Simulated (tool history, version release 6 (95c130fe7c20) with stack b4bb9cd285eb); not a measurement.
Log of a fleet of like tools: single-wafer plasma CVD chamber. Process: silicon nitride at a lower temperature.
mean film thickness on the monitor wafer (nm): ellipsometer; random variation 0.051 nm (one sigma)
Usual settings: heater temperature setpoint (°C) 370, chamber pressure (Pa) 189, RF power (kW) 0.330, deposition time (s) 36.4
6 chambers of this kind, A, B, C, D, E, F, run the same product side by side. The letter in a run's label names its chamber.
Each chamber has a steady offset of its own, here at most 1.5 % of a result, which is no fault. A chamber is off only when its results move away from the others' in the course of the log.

run,hour,heater temperature setpoint (°C),chamber pressure (Pa),RF power (kW),deposition time (s),hours since the last thermocouple change,hours since the last RF generator calibration,hours since the last manometer calibration,"read-back reference wafer on the same gauge, thickness_nm",mean film thickness on the monitor wafer (nm)
1F,6.0,370,189,0.330,36.4,857.2,902.6,1179.3,46.584,43.737
2C,16.4,370,189,0.330,36.4,370.6,126.5,688.4,46.606,43.633
3A,25.2,370,189,0.330,36.4,139.4,390.1,153.8,46.606,44.138
4E,34.2,370,189,0.330,36.4,927.7,477.9,1032.5,46.620,44.237
5D,46.0,370,189,0.330,36.4,333.5,1268.7,1127.7,46.630,44.009
6B,54.0,370,189,0.330,36.4,179.2,570.4,251.6,46.633,43.969
7C,66.1,370,189,0.330,36.4,420.3,176.2,738.1,46.640,43.594
8E,76.0,370,189,0.330,36.4,969.5,519.7,1074.3,46.636,44.211
# hour 77.2: chamber F: RF generator calibrated
9A,83.2,380,189,0.330,36.4,197.4,448.1,211.8,46.636,43.937
10B,92.6,380,189,0.330,36.4,217.8,609.0,290.2,46.659,43.840
11F,103.2,380,189,0.330,36.4,954.4,26.0,1276.5,46.665,43.687
# hour 105.7: chamber E: thermocouple changed; heater temperature recalibrated
12D,112.3,380,189,0.330,36.4,399.8,1335.0,1194.0,46.658,43.919
13F,125.0,380,189,0.330,36.4,976.2,47.8,1298.3,46.674,43.807
14E,131.7,380,189,0.330,36.4,26.0,575.4,1130.0,46.675,44.124
15B,142.4,370,189,0.330,36.4,267.6,658.8,340.0,46.685,44.069
16D,151.8,370,189,0.330,36.4,439.3,1374.5,1233.5,46.692,44.050
17C,157.6,370,189,0.330,36.4,511.8,267.7,829.6,46.679,43.680
18A,166.3,370,189,0.330,36.4,280.5,531.2,294.9,46.695,44.223
19D,176.6,370,189,0.330,36.4,464.1,1399.3,1258.3,46.703,44.134
20B,185.5,382,189,0.330,36.4,310.7,701.9,383.1,46.714,43.927
21F,196.6,382,189,0.330,36.4,1047.8,119.4,1369.9,46.714,43.635
22C,202.4,382,189,0.330,36.4,556.6,312.5,874.4,46.718,43.476
23E,213.2,382,189,0.330,36.4,107.5,656.9,1211.5,46.719,44.122
24A,225.1,382,189,0.330,36.4,339.3,590.0,353.7,46.729,44.044
25E,232.7,382,189,0.330,36.4,127.0,676.4,1231.0,46.724,44.226
26F,243.5,362,189,0.330,31.5,1094.7,166.3,1416.8,46.736,38.099
27C,252.0,362,189,0.330,31.5,606.2,362.1,924.0,46.737,37.941
28B,262.0,362,189,0.330,31.5,387.2,778.4,459.6,46.740,38.287
29A,273.8,362,189,0.330,31.5,388.0,638.7,402.4,46.757,38.490
30D,286.1,362,189,0.330,31.5,573.6,1508.8,1367.8,46.767,38.504
31B,299.3,362,189,0.330,31.5,424.5,815.7,496.9,46.787,38.293
32F,307.5,370,189,0.330,36.4,1158.7,230.3,1480.8,46.762,43.901
33C,316.2,370,189,0.330,36.4,670.4,426.3,988.2,46.771,43.816
34D,329.2,370,189,0.330,36.4,616.7,1551.9,1410.9,46.785,44.259
35A,337.6,370,189,0.330,36.4,451.8,702.5,466.2,46.798,44.300
36E,348.8,370,189,0.330,36.4,243.1,792.5,1347.1,46.809,44.404
37D,361.4,370,189,0.330,36.4,648.9,1584.1,1443.1,46.807,44.222
38A,373.8,379,189,0.330,40.2,488.0,738.7,502.4,46.825,48.725
39B,382.5,379,189,0.330,40.2,507.7,898.9,580.1,46.818,48.651

All 6 chambers run these settings next. Forecast each chamber's results:
40A,392.0,370,228,0.330,36.4,,,,,?
40B,392.0,370,228,0.330,36.4,,,,,?
40C,392.0,370,228,0.330,36.4,,,,,?
40D,392.0,370,228,0.330,36.4,,,,,?
40E,392.0,370,228,0.330,36.4,,,,,?
40F,392.0,370,228,0.330,36.4,,,,,?

run,mean film thickness on the monitor wafer (nm)
40A,46.723
40B,46.524
40C,46.154
40D,46.562
40E,46.767
40F,46.391

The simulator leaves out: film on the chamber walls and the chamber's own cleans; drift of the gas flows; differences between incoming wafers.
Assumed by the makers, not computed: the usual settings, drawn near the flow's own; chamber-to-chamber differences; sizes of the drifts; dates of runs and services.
